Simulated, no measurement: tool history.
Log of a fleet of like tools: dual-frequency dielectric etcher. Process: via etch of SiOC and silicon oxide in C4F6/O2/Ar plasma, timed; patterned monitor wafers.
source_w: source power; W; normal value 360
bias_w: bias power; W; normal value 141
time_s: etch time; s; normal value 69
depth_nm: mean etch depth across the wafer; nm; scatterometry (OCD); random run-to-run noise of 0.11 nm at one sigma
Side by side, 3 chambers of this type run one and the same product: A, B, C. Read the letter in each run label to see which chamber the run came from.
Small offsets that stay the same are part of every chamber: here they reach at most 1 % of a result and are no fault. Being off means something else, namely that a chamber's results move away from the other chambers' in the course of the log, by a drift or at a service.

run,day,source_w,bias_w,time_s,"read-back reference wafer on the same gauge, depth_nm",depth_nm
# day 0.129: chamber B: source power generator calibrated
1B,0.396,360,141,69,67.293,68.825
2C,0.683,360,141,69,67.306,69.755
3A,1.296,360,141,69,67.236,69.669
4A,1.804,360,141,69,67.246,69.669
5B,2.362,360,141,69,67.201,68.857
6C,2.646,280,141,76,67.233,69.713
7C,3.096,280,141,76,67.182,69.68
8B,3.575,280,141,76,67.174,68.646
9A,3.846,360,141,69,67.151,69.532
# day 4.004: chamber B: wet clean of the chamber
10C,4.154,360,141,69,67.177,69.652
11A,4.517,360,141,69,67.131,69.54
12B,4.908,360,141,69,67.142,68.867
13A,5.462,360,141,69,67.108,69.388
14C,6.062,360,141,69,67.097,69.464
15B,6.467,430,141,81.5,67.087,87.077
16B,6.975,430,141,81.5,67.057,86.982
17C,7.408,430,141,81.5,67.038,87.948
18A,7.896,360,141,69,67.065,69.373
19B,8.367,360,141,69,67.021,68.664
20A,8.792,360,141,69,66.998,69.302
21C,9.238,360,141,69,67.035,69.232
22C,9.733,360,141,69,66.994,69.458
23B,10.246,360,141,69,66.952,68.449
# day 10.625: chamber A: wet clean of the chamber
24A,10.692,360,141,69,66.94,69.157
25B,11.325,360,141,69,66.913,68.3
26C,11.925,360,141,69,66.917,69.267
27A,12.321,360,141,61.5,66.891,61.718
28B,12.625,360,141,61.5,66.873,60.925
29A,12.988,360,141,61.5,66.847,61.573

Is one chamber off against the others, does the gauge drift, or is nothing wrong? If a chamber is off, say which, and what the likeliest cause is.

The gauge drifts, so all chambers seem to drift together. No chamber is off.
Most likely cause: gauge reads low (%) = 0.671.

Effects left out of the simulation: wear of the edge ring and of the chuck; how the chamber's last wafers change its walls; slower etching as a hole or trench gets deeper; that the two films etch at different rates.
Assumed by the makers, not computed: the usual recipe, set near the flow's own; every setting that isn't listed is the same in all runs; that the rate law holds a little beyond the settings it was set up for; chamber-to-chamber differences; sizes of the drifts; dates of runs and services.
